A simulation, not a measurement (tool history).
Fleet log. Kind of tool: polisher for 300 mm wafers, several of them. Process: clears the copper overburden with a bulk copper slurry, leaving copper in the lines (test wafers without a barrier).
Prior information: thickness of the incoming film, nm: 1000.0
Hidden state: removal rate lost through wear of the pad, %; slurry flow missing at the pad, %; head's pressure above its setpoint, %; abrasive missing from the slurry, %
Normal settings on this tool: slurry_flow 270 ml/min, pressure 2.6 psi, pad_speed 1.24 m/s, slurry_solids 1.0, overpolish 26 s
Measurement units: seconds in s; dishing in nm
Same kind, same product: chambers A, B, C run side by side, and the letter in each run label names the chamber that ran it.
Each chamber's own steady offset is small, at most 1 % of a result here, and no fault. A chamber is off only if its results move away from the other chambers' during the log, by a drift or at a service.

| run | day | slurry_flow | pressure | pad_speed | slurry_solids | overpolish | wafers polished on this pad | hours since the slurry nozzle was cleaned | hours since the head pressure was calibrated | hours since the slurry blender was calibrated | seconds | dishing |
|---|---|---|---|---|---|---|---|---|---|---|---|---|
| 1B | 0.404 | 270 | 2.6 | 1.24 | 1.0 | 26 | 458 | 322.4 | 251.9 | 92.8 | 112.86 | 99.896 |
| 2C | 0.758 | 270 | 2.6 | 1.24 | 1.0 | 26 | 622 | 362.1 | 458.2 | 269.6 | 114.35 | 102.500 |
| 3A | 1.046 | 270 | 2.6 | 1.24 | 1.0 | 26 | 642 | 426.4 | 823.9 | 111.2 | 112.57 | 96.567 |
|  | 1.092 | chamber C: worn pad replaced by a new one |
| 4A | 1.296 | 270 | 2.6 | 1.24 | 1.0 | 26 | 707 | 432.4 | 829.9 | 117.2 | 114.45 | 99.011 |
| 5B | 1.533 | 270 | 2.6 | 1.24 | 1.0 | 26 | 754 | 349.5 | 279.0 | 119.9 | 108.60 | 103.770 |
| 6C | 1.896 | 270 | 2.6 | 1.24 | 1.0 | 26 | 211 | 389.4 | 485.5 | 296.9 | 112.22 | 103.330 |
| 7C | 2.154 | 270 | 2.6 | 1.24 | 1.0 | 26 | 278 | 395.6 | 491.7 | 303.1 | 110.42 | 103.200 |
| 8B | 2.617 | 270 | 2.6 | 1.24 | 1.0 | 26 | 1038 | 375.5 | 305.0 | 145.9 | 112.56 | 99.709 |
| 9A | 3.038 | 270 | 2.6 | 1.24 | 1.0 | 26 | 1164 | 474.2 | 871.7 | 159.0 | 110.50 | 102.300 |
|  | 3.071 | chamber A: slurry blender recalibrated |
|  | 3.200 | chamber B: worn pad replaced by a new one |
| 10B | 3.317 | 270 | 2.6 | 1.24 | 1.0 | 26 | 31 | 392.3 | 321.8 | 162.7 | 111.34 | 101.380 |
| 11C | 3.767 | 270 | 2.6 | 1.24 | 1.0 | 26 | 701 | 434.3 | 530.4 | 341.8 | 110.29 | 103.320 |
| 12A | 4.208 | 270 | 2.6 | 1.24 | 1.3 | 26 | 1470 | 502.3 | 899.8 | 27.4 | 105.94 | 102.390 |
|  | 4.362 | chamber C: worn pad replaced by a new one |
| 13B | 4.508 | 270 | 2.6 | 1.24 | 1.3 | 26 | 343 | 420.9 | 350.4 | 191.3 | 104.61 | 102.390 |
|  | 4.596 | chamber A: worn pad replaced by a new one |
| 14C | 4.846 | 270 | 2.6 | 1.24 | 1.3 | 26 | 126 | 460.2 | 556.3 | 367.7 | 102.45 | 104.330 |
| 15A | 5.192 | 270 | 2.6 | 1.24 | 1.0 | 26 | 156 | 525.9 | 923.4 | 51.0 | 112.39 | 97.188 |
| 16A | 5.679 | 270 | 2.6 | 1.24 | 1.0 | 26 | 284 | 537.6 | 935.1 | 62.7 | 110.25 | 105.170 |
| 17C | 5.925 | 270 | 2.6 | 1.24 | 1.0 | 26 | 409 | 486.1 | 582.2 | 393.6 | 107.93 | 103.540 |
| 18B | 6.462 | 270 | 2.6 | 1.24 | 1.0 | 26 | 855 | 467.8 | 397.3 | 238.2 | 113.12 | 97.954 |
|  | 6.550 | chamber A: slurry nozzle cleaned |
| 19B | 6.933 | 270 | 2.6 | 1.06 | 1.0 | 26 | 978 | 479.1 | 408.6 | 249.5 | 127.93 | 94.321 |
|  | 6.954 | chamber C: slurry blender recalibrated |
|  | 7.058 | chamber C: worn pad replaced by a new one |
| 20C | 7.208 | 270 | 2.6 | 1.06 | 1.0 | 26 | 40 | 516.9 | 613.0 | 6.1 | 123.05 | 100.030 |
| 21A | 7.729 | 270 | 2.6 | 1.06 | 1.0 | 26 | 821 | 28.4 | 984.3 | 111.9 | 130.21 | 92.814 |
|  | 7.746 | chamber B: worn pad replaced by a new one |
| 22A | 8.242 | 335 | 2.6 | 1.24 | 1.0 | 26 | 955 | 40.7 | 996.6 | 124.2 | 108.56 | 101.150 |
| 23C | 8.550 | 335 | 2.6 | 1.24 | 1.0 | 26 | 391 | 549.1 | 645.2 | 38.3 | 105.90 | 106.490 |
| 24B | 8.971 | 335 | 2.6 | 1.24 | 1.0 | 26 | 321 | 528.0 | 457.5 | 298.4 | 110.45 | 101.720 |
| 25C | 9.238 | 270 | 2.6 | 1.24 | 1.0 | 26 | 571 | 565.6 | 661.7 | 54.8 | 102.49 | 106.110 |
|  | 9.408 | chamber B: slurry nozzle cleaned |
| 26B | 9.762 | 270 | 2.6 | 1.24 | 1.0 | 26 | 528 | 8.5 | 476.5 | 317.4 | 110.28 | 100.560 |

Next, every chamber runs the same settings. What will each give?
| 27A | 10.154 | 270 | 2.6 | 1.24 | 1.0 | 26 |  |  |  |  | ? | ? |
| 27B | 10.154 | 270 | 2.6 | 1.24 | 1.0 | 26 |  |  |  |  | ? | ? |
| 27C | 10.154 | 270 | 2.6 | 1.24 | 1.0 | 26 |  |  |  |  | ? | ? |

| run | seconds | dishing |
|---|---|---|
| 27A | 112.62 | 100.630 |
| 27B | 112.20 | 104.800 |
| 27C | 106.15 | 105.350 |
